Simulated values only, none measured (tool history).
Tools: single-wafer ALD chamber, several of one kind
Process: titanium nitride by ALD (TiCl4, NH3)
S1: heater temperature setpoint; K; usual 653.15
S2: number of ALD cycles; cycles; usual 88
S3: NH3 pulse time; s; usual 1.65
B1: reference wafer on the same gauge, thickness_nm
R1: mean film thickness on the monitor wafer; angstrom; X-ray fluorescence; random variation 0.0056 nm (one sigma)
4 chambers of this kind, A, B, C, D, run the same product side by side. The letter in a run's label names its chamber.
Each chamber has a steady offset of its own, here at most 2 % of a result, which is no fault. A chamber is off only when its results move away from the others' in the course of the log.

run,day,S1,S2,S3,B1,R1
1C,0.088,653.15,88,1.65,2.0774,18.609
2B,0.262,653.15,88,1.65,2.0810,18.700
3D,0.354,653.15,88,1.65,2.0796,19.098
4A,0.488,653.15,88,1.65,2.0784,18.887
5B,0.608,653.15,88,2.12,2.0788,19.022
6A,0.683,653.15,88,2.12,2.0804,19.160
7D,0.821,653.15,88,2.12,2.0801,19.350
8C,0.954,653.15,88,2.12,2.0807,18.770
9A,1.079,653.15,88,1.65,2.0791,18.900
10D,1.192,653.15,88,1.65,2.0802,19.134
11C,1.300,653.15,88,1.65,2.0798,18.613
12B,1.471,653.15,88,1.65,2.0788,18.805
13B,1.596,653.15,88,1.65,2.0792,18.691
14D,1.738,653.15,88,1.65,2.0812,19.110
15A,1.842,653.15,88,1.65,2.0811,18.922
16C,1.925,653.15,88,1.65,2.0801,18.560
17D,2.067,660.15,88,1.20,2.0804,18.877
18A,2.192,660.15,88,1.20,2.0790,18.738
19B,2.279,660.15,88,1.20,2.0791,18.517
20C,2.375,660.15,88,1.20,2.0805,18.272
21C,2.462,653.15,88,1.65,2.0802,18.649
22A,2.575,653.15,88,1.65,2.0804,18.970
23D,2.692,653.15,88,1.65,2.0805,19.043
24B,2.862,653.15,88,1.65,2.0808,18.813
25A,3.025,653.15,74,2.28,2.0807,16.139
26C,3.154,653.15,74,2.28,2.0805,15.952
27D,3.233,653.15,74,2.28,2.0800,16.420
28B,3.404,653.15,74,2.28,2.0806,16.135
29D,3.504,653.15,88,1.65,2.0814,19.133
30C,3.583,641.15,88,2.16,2.0805,18.590
31A,3.696,641.15,88,2.16,2.0780,18.864
32B,3.825,641.15,88,2.16,2.0806,18.777

Next, every chamber runs the same settings. What will each give?
33A,3.950,653.15,88,2.26,,?
33B,3.950,653.15,88,2.26,,?
33C,3.950,653.15,88,2.26,,?
33D,3.950,653.15,88,2.26,,?

run,R1
33A,19.326
33B,19.147
33C,18.826
33D,19.477

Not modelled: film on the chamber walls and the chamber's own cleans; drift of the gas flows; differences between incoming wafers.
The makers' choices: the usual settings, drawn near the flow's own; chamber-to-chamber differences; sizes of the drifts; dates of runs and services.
